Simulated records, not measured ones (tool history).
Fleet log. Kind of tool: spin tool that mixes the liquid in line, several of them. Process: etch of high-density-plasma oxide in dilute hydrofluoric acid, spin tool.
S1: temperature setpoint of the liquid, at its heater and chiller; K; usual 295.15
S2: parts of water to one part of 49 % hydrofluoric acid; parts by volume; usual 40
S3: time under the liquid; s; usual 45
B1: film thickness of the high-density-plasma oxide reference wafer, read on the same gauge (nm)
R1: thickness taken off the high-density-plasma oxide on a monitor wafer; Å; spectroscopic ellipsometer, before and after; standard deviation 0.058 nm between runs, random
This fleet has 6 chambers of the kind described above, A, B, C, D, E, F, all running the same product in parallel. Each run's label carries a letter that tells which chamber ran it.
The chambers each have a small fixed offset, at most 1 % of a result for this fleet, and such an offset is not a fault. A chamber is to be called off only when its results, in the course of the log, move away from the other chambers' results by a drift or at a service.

run 1C hour=9 | S1=295.15 S2=40 S3=45 | B1=79.998 | R1=81.766
run 2E hour=15.4 | S1=295.15 S2=40 S3=45 | B1=80.012 | R1=81.681
run 3B hour=21.8 | S1=295.15 S2=40 S3=45 | B1=79.982 | R1=81.169
run 4D hour=26.3 | S1=295.15 S2=40 S3=45 | B1=80.042 | R1=81.276
run 5F hour=31.7 | S1=295.15 S2=40 S3=45 | B1=80.018 | R1=80.704
run 6A hour=36.1 | S1=295.15 S2=40 S3=45 | B1=80.007 | R1=81.484
run 7C hour=42.2 | S1=295.15 S2=40 S3=45 | B1=79.951 | R1=82.313
run 8D hour=49.5 | S1=295.15 S2=40 S3=45 | B1=79.99 | R1=83.006
run 9A hour=58.2 | S1=295.15 S2=40 S3=45 | B1=79.978 | R1=82.467
run 10F hour=64 | S1=295.15 S2=40 S3=45 | B1=80.006 | R1=81.173
run 11E hour=70.6 | S1=295.15 S2=40 S3=45 | B1=80.008 | R1=81.244
run 12B hour=80.1 | S1=295.15 S2=40 S3=45 | B1=80.016 | R1=80.69
run 13F hour=84.8 | S1=295.15 S2=40 S3=45 | B1=80.04 | R1=81.743
run 14B hour=93.9 | S1=295.15 S2=40 S3=65 | B1=79.99 | R1=118.05
-- hour=94.7 chamber E: thermometer replaced
run 15A hour=99.9 | S1=295.15 S2=40 S3=65 | B1=80.022 | R1=118.19
run 16C hour=106.3 | S1=295.15 S2=40 S3=65 | B1=79.963 | R1=119.17
run 17D hour=115.6 | S1=295.15 S2=40 S3=65 | B1=80.01 | R1=118.47
run 18E hour=122.6 | S1=295.15 S2=40 S3=65 | B1=79.97 | R1=117.45
run 19E hour=131.3 | S1=295.15 S2=40 S3=65 | B1=79.991 | R1=116.88
run 20B hour=140.2 | S1=295.15 S2=40 S3=45 | B1=80.025 | R1=80.769
run 21D hour=147.7 | S1=295.15 S2=40 S3=45 | B1=80.024 | R1=82.299
run 22A hour=153.3 | S1=295.15 S2=40 S3=45 | B1=79.991 | R1=81.99
run 23C hour=162.9 | S1=295.15 S2=40 S3=45 | B1=79.996 | R1=82.754
run 24F hour=169.5 | S1=295.15 S2=40 S3=45 | B1=80.043 | R1=81.47
run 25B hour=173.9 | S1=295.15 S2=40 S3=45 | B1=80.006 | R1=80.711
run 26D hour=179.4 | S1=297.65 S2=40 S3=45 | B1=80.011 | R1=89.551
run 27F hour=188.7 | S1=297.65 S2=40 S3=45 | B1=79.998 | R1=90.498
run 28E hour=197.3 | S1=297.65 S2=40 S3=45 | B1=79.978 | R1=89.872
run 29A hour=204.4 | S1=297.65 S2=40 S3=45 | B1=80 | R1=90.283
run 30C hour=210.4 | S1=297.65 S2=40 S3=45 | B1=79.992 | R1=93.036
run 31B hour=219.1 | S1=297.65 S2=40 S3=45 | B1=80.031 | R1=91.132
run 32F hour=225.7 | S1=295.15 S2=40 S3=45 | B1=79.995 | R1=81.549
run 33A hour=234 | S1=295.15 S2=40 S3=45 | B1=80.003 | R1=82.447
-- hour=236.8 chamber E: hydrofluoric acid flow meter replaced
run 34E hour=242.6 | S1=295.15 S2=40 S3=45 | B1=79.978 | R1=81.375
run 35C hour=249.5 | S1=295.15 S2=40 S3=45 | B1=80.023 | R1=85.227
run 36D hour=256.8 | S1=295.15 S2=40 S3=45 | B1=80.035 | R1=81.118
run 37C hour=265.1 | S1=295.15 S2=40 S3=45 | B1=80.009 | R1=85.8
run 38A hour=273.1 | S1=295.15 S2=40 S3=45 | B1=79.972 | R1=81.306
run 39E hour=280.2 | S1=295.15 S2=40 S3=45 | B1=80.014 | R1=82.164

Is one chamber off against the others, does the gauge drift, or is nothing wrong? If a chamber is off, say which, and what the likeliest cause is.

Little by little, chamber C moves away from the other chambers.
Cause: hydrofluoric acid flow above the setpoint (%) = 4.59.
From this log alone, it may not be told apart from: liquid hotter than its thermometer reads (K).

Below are 4 candidate recipes for chamber C's next run, each the usual settings with a change, their results shown as question marks. Which of them brings C's results back in line with what the other chambers give on the usual settings?
Counts as in line when no further than this from what the other chambers average on the usual settings: R1 2 Å
run 40C-1 hour=287.2 | S1=295.65 S2=40 S3=45 | R1=?
run 40C-2 hour=287.2 | S1=296.65 S2=40 S3=45 | R1=?
run 40C-3 hour=287.2 | S1=293.65 S2=40 S3=45 | R1=?
run 40C-4 hour=287.2 | S1=294.65 S2=40 S3=45 | R1=?

On the usual settings, the other chambers give on average: R1 81.481 Å
run=40C-1 R1=87.881
run=40C-2 R1=91.6
run=40C-3 R1=80.847
run=40C-4 R1=84.322
40C-3 is the one that brings the chamber's results back in line with the other chambers.

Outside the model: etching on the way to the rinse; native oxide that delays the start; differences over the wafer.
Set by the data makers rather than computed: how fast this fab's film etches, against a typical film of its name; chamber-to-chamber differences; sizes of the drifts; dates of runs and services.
